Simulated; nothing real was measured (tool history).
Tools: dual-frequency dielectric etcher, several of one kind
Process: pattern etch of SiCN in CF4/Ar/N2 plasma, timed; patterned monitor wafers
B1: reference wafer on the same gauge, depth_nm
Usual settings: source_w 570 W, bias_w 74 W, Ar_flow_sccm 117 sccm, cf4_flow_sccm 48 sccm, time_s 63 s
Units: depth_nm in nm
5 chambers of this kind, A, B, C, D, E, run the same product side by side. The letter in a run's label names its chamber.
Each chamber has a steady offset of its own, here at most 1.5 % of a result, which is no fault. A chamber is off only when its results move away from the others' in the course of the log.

run 1E hour=10.5 | source_w=570 bias_w=74 Ar_flow_sccm=117 cf4_flow_sccm=48 time_s=63 | B1=50.009 | depth_nm=61.586
-- hour=20.9 chamber C: bias power generator calibrated
run 2A hour=20.9 | source_w=570 bias_w=74 Ar_flow_sccm=117 cf4_flow_sccm=48 time_s=63 | B1=50.01 | depth_nm=61.977
run 3D hour=31.7 | source_w=570 bias_w=74 Ar_flow_sccm=117 cf4_flow_sccm=48 time_s=63 | B1=50.014 | depth_nm=61.689
run 4C hour=41.3 | source_w=570 bias_w=74 Ar_flow_sccm=117 cf4_flow_sccm=48 time_s=63 | B1=49.99 | depth_nm=61.02
run 5B hour=51.7 | source_w=570 bias_w=74 Ar_flow_sccm=117 cf4_flow_sccm=48 time_s=63 | B1=49.975 | depth_nm=61.262
run 6A hour=62.9 | source_w=570 bias_w=74 Ar_flow_sccm=117 cf4_flow_sccm=48 time_s=63 | B1=49.999 | depth_nm=62.443
run 7B hour=74 | source_w=570 bias_w=74 Ar_flow_sccm=117 cf4_flow_sccm=48 time_s=63 | B1=49.992 | depth_nm=61.397
run 8E hour=80.7 | source_w=570 bias_w=74 Ar_flow_sccm=117 cf4_flow_sccm=48 time_s=63 | B1=50.023 | depth_nm=61.675
run 9C hour=93.4 | source_w=430 bias_w=74 Ar_flow_sccm=117 cf4_flow_sccm=48 time_s=47 | B1=49.983 | depth_nm=35.434
run 10D hour=100.2 | source_w=430 bias_w=74 Ar_flow_sccm=117 cf4_flow_sccm=48 time_s=47 | B1=49.994 | depth_nm=36.33
run 11B hour=106.7 | source_w=430 bias_w=74 Ar_flow_sccm=117 cf4_flow_sccm=48 time_s=47 | B1=49.987 | depth_nm=35.766
run 12D hour=116.7 | source_w=430 bias_w=74 Ar_flow_sccm=117 cf4_flow_sccm=48 time_s=47 | B1=50.021 | depth_nm=36.343
run 13E hour=128.6 | source_w=430 bias_w=74 Ar_flow_sccm=117 cf4_flow_sccm=48 time_s=47 | B1=49.998 | depth_nm=36.046
run 14A hour=139.8 | source_w=570 bias_w=74 Ar_flow_sccm=117 cf4_flow_sccm=48 time_s=63 | B1=49.974 | depth_nm=62.099
run 15C hour=151.7 | source_w=570 bias_w=74 Ar_flow_sccm=117 cf4_flow_sccm=48 time_s=63 | B1=50.03 | depth_nm=60.981
run 16E hour=159.1 | source_w=570 bias_w=74 Ar_flow_sccm=117 cf4_flow_sccm=48 time_s=63 | B1=50.007 | depth_nm=61.58
run 17C hour=165.6 | source_w=570 bias_w=74 Ar_flow_sccm=117 cf4_flow_sccm=48 time_s=63 | B1=49.993 | depth_nm=60.844
run 18D hour=178.1 | source_w=570 bias_w=66 Ar_flow_sccm=93 cf4_flow_sccm=48 time_s=63 | B1=49.995 | depth_nm=61.839
run 19A hour=185.6 | source_w=570 bias_w=66 Ar_flow_sccm=93 cf4_flow_sccm=48 time_s=63 | B1=50.037 | depth_nm=61.963
run 20B hour=195.4 | source_w=570 bias_w=66 Ar_flow_sccm=93 cf4_flow_sccm=48 time_s=63 | B1=50.032 | depth_nm=61.019
run 21E hour=203.4 | source_w=570 bias_w=66 Ar_flow_sccm=93 cf4_flow_sccm=48 time_s=63 | B1=49.99 | depth_nm=61.842
run 22D hour=210.4 | source_w=570 bias_w=66 Ar_flow_sccm=93 cf4_flow_sccm=48 time_s=63 | B1=50.001 | depth_nm=61.703
run 23C hour=220.3 | source_w=570 bias_w=74 Ar_flow_sccm=133 cf4_flow_sccm=42 time_s=63 | B1=50.04 | depth_nm=58.214
run 24B hour=233.8 | source_w=570 bias_w=74 Ar_flow_sccm=133 cf4_flow_sccm=42 time_s=63 | B1=49.991 | depth_nm=58.942
run 25A hour=241.8 | source_w=570 bias_w=74 Ar_flow_sccm=133 cf4_flow_sccm=42 time_s=63 | B1=50.015 | depth_nm=59.627
run 26D hour=248.8 | source_w=570 bias_w=74 Ar_flow_sccm=133 cf4_flow_sccm=42 time_s=63 | B1=50.033 | depth_nm=58.972
run 27B hour=255.2 | source_w=570 bias_w=74 Ar_flow_sccm=133 cf4_flow_sccm=42 time_s=63 | B1=50.013 | depth_nm=58.698
-- hour=259.3 chamber E: wet clean of the chamber
run 28C hour=268.2 | source_w=570 bias_w=74 Ar_flow_sccm=117 cf4_flow_sccm=48 time_s=63 | B1=49.973 | depth_nm=60.76
run 29E hour=279.2 | source_w=570 bias_w=74 Ar_flow_sccm=117 cf4_flow_sccm=48 time_s=63 | B1=50.002 | depth_nm=61.612
run 30A hour=287.8 | source_w=570 bias_w=74 Ar_flow_sccm=117 cf4_flow_sccm=48 time_s=63 | B1=50.007 | depth_nm=62.352
-- hour=292.7 chamber E: CF4 flow controller replaced
run 31E hour=295.1 | source_w=570 bias_w=74 Ar_flow_sccm=101 cf4_flow_sccm=48 time_s=75 | B1=49.996 | depth_nm=75.56
run 32D hour=304.7 | source_w=570 bias_w=74 Ar_flow_sccm=101 cf4_flow_sccm=48 time_s=75 | B1=49.991 | depth_nm=75.356
run 33B hour=312.3 | source_w=570 bias_w=74 Ar_flow_sccm=101 cf4_flow_sccm=48 time_s=75 | B1=50.015 | depth_nm=74.732
run 34A hour=324 | source_w=570 bias_w=74 Ar_flow_sccm=101 cf4_flow_sccm=48 time_s=75 | B1=50.012 | depth_nm=75.87
run 35C hour=330.4 | source_w=570 bias_w=74 Ar_flow_sccm=101 cf4_flow_sccm=48 time_s=75 | B1=49.981 | depth_nm=74.392
run 36B hour=343.4 | source_w=570 bias_w=74 Ar_flow_sccm=117 cf4_flow_sccm=48 time_s=63 | B1=49.983 | depth_nm=61.52
run 37E hour=351 | source_w=570 bias_w=74 Ar_flow_sccm=117 cf4_flow_sccm=48 time_s=63 | B1=50 | depth_nm=61.509

What goes on in this fleet: one chamber off, a drifting gauge, or nothing beyond the chambers' own small offsets? Name the chamber and the cause, if any.

No chamber stands off beyond its own small offset, and the gauge holds steady.
